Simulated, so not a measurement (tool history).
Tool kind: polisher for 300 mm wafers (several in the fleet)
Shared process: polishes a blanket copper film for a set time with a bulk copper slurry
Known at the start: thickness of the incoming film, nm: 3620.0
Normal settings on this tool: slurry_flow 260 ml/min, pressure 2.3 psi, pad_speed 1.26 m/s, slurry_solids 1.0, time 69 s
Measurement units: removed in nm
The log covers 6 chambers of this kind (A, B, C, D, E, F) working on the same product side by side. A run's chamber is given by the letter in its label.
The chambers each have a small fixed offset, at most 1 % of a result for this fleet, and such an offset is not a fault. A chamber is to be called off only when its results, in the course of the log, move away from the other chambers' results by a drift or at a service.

run	hour	slurry_flow	pressure	pad_speed	slurry_solids	time	wafers polished on this pad	hours since the slurry nozzle was cleaned	hours since the head pressure was calibrated	hours since the slurry blender was calibrated	removed
1B	9.0	260	2.3	1.26	1.0	69	610	479.3	192.4	256.6	570.07
# hour 11.8: chamber D: worn pad replaced by a new one
# hour 14.6: chamber F: worn pad replaced by a new one
2D	17.5	260	2.3	1.26	1.0	69	42	828.4	504.6	270.7	560.82
# hour 20.8: chamber A: slurry blender recalibrated
3E	27.3	260	2.3	1.26	1.0	69	294	56.3	1234.2	76.1	567.22
4C	35.9	260	2.3	1.26	1.0	69	811	602.1	117.4	134.8	555.59
# hour 46.2: chamber D: head pressure recalibrated
# hour 48.5: chamber B: worn pad replaced by a new one
5F	51.0	260	2.3	1.58	0.8	69	269	98.0	918.6	183.7	684.06
6A	63.3	260	2.3	1.58	0.8	69	608	121.1	297.1	42.5	671.95
# hour 72.4: chamber C: worn pad replaced by a new one
7F	73.6	260	2.3	1.58	0.8	69	436	120.6	941.2	206.3	678.59
8B	80.9	260	2.3	1.58	0.8	69	239	551.2	264.3	328.5	682.21
# hour 83.1: chamber C: slurry blender recalibrated
9D	90.3	260	2.3	1.58	0.8	69	579	901.2	44.1	343.5	669.87
# hour 96.2: chamber E: worn pad replaced by a new one
# hour 96.8: chamber C: slurry nozzle cleaned
10C	98.8	260	2.3	1.58	0.8	69	195	2.1	180.3	15.7	666.25
# hour 102.8: chamber D: worn pad replaced by a new one
11A	111.6	260	2.8	1.26	1.0	69	965	169.4	345.4	90.8	681.04
12E	120.7	260	2.8	1.26	1.0	69	181	149.7	1327.6	169.5	695.65
# hour 126.5: chamber D: slurry nozzle cleaned
# hour 127.6: chamber D: slurry blender recalibrated
13E	130.5	260	2.8	1.26	1.0	69	253	159.5	1337.4	179.3	693.12
14B	144.0	260	2.8	1.26	1.0	69	705	614.3	327.4	391.6	696.90
# hour 146.3: chamber B: worn pad replaced by a new one
15F	153.2	260	2.8	1.26	1.0	69	1023	200.2	1020.8	285.9	709.81
# hour 164.1: chamber F: slurry blender recalibrated
16A	166.6	260	2.8	1.26	1.0	69	1370	224.4	400.4	145.8	686.24
# hour 177.4: chamber E: head pressure recalibrated
17C	181.5	260	2.3	1.26	1.0	69	805	84.8	263.0	98.4	556.03
# hour 185.5: chamber A: worn pad replaced by a new one
18D	190.5	185	2.3	1.42	1.0	69	647	64.0	144.3	62.9	605.33
# hour 194.1: chamber E: worn pad replaced by a new one
# hour 196.1: chamber D: worn pad replaced by a new one
19F	198.4	185	2.3	1.42	1.0	69	1357	245.4	1066.0	34.3	631.31
# hour 203.8: chamber C: worn pad replaced by a new one
20E	206.2	185	2.3	1.42	1.0	69	89	235.2	28.8	255.0	614.23
# hour 217.9: chamber B: slurry blender recalibrated
# hour 218.9: chamber F: worn pad replaced by a new one
21C	219.8	185	2.3	1.42	1.0	69	118	123.1	301.3	136.7	592.00
# hour 228.1: chamber B: head pressure recalibrated
22D	229.9	185	2.3	1.42	1.0	69	249	103.4	183.7	102.3	617.33
23B	239.8	185	2.3	1.42	1.0	69	690	710.1	11.7	22.0	616.87
# hour 246.8: chamber E: slurry blender recalibrated
24A	250.9	260	2.3	1.26	1.0	69	483	308.7	484.7	230.1	565.44
# hour 254.7: chamber C: slurry blender recalibrated
25D	262.0	260	2.3	1.26	1.0	60	486	135.5	215.8	134.4	489.06
# hour 263.5: chamber B: slurry nozzle cleaned
# hour 267.4: chamber B: worn pad replaced by a new one
26F	273.6	260	2.3	1.26	1.0	60	404	320.6	1141.2	109.5	501.28
# hour 278.4: chamber E: worn pad replaced by a new one
# hour 280.6: chamber D: worn pad replaced by a new one
27A	286.1	260	2.3	1.26	1.0	60	743	343.9	519.9	265.3	496.59
# hour 291.6: chamber A: slurry blender recalibrated
28E	294.6	260	2.3	1.26	1.0	60	119	323.6	117.2	47.8	486.55
# hour 295.6: chamber F: head pressure recalibrated
29B	307.4	260	2.3	1.26	1.0	60	295	43.9	79.3	89.6	501.28
30C	317.2	260	2.3	1.26	1.0	60	837	220.5	398.7	62.6	453.70
31A	329.0	260	2.3	1.26	1.0	69	1059	386.8	562.8	37.5	564.44
32D	340.4	260	2.3	1.26	1.0	69	442	213.9	294.2	212.8	566.05
33E	348.9	260	2.8	1.26	1.0	83	520	377.9	171.5	102.1	828.51
# hour 359.2: chamber D: worn pad replaced by a new one
34F	363.5	260	2.8	1.26	1.0	83	1067	410.5	67.9	199.4	834.70
# hour 366.6: chamber E: worn pad replaced by a new one
# hour 367.0: chamber C: worn pad replaced by a new one
# hour 370.3: chamber B: worn pad replaced by a new one
35C	378.1	260	2.8	1.26	1.0	83	82	281.4	459.6	123.5	753.71
36B	386.1	260	2.8	1.26	1.0	83	116	122.6	158.0	168.3	817.45
37D	399.2	260	2.8	1.26	1.0	83	295	272.7	353.0	271.6	827.42
38E	406.6	260	2.8	1.26	1.0	83	295	435.6	229.2	159.8	832.24

Has any chamber moved away from the others, gradually or after a service, or does the common gauge drift, or do the chambers differ only by their own small steady offsets? State the chamber and the most likely cause if one applies.

Chamber C drifts away from the others.
Most likely cause: head's pressure below its setpoint, % = 8.96.

Below are 4 candidate recipes for chamber C's next run, each the usual settings with a change, their results shown as question marks. Which of them brings C's results back in line with what the other chambers give on the usual settings?
Counts as in line when no further than this from what the other chambers average on the usual settings: removed 20.00 nm
39C-1	417.5	260	2.2	1.18	1.00	65					?
39C-2	417.5	265	2.3	1.48	1.05	69					?
39C-3	417.5	260	2.3	1.20	1.00	66					?
39C-4	417.5	330	2.3	1.26	1.40	69					?

Average result of the remaining chambers running the usual settings: removed 567.49 nm
run	removed
39C-1	429.74
39C-2	606.23
39C-3	464.24
39C-4	561.22
The right change is 39C-4: it brings the chamber back within the allowed miss of the others.
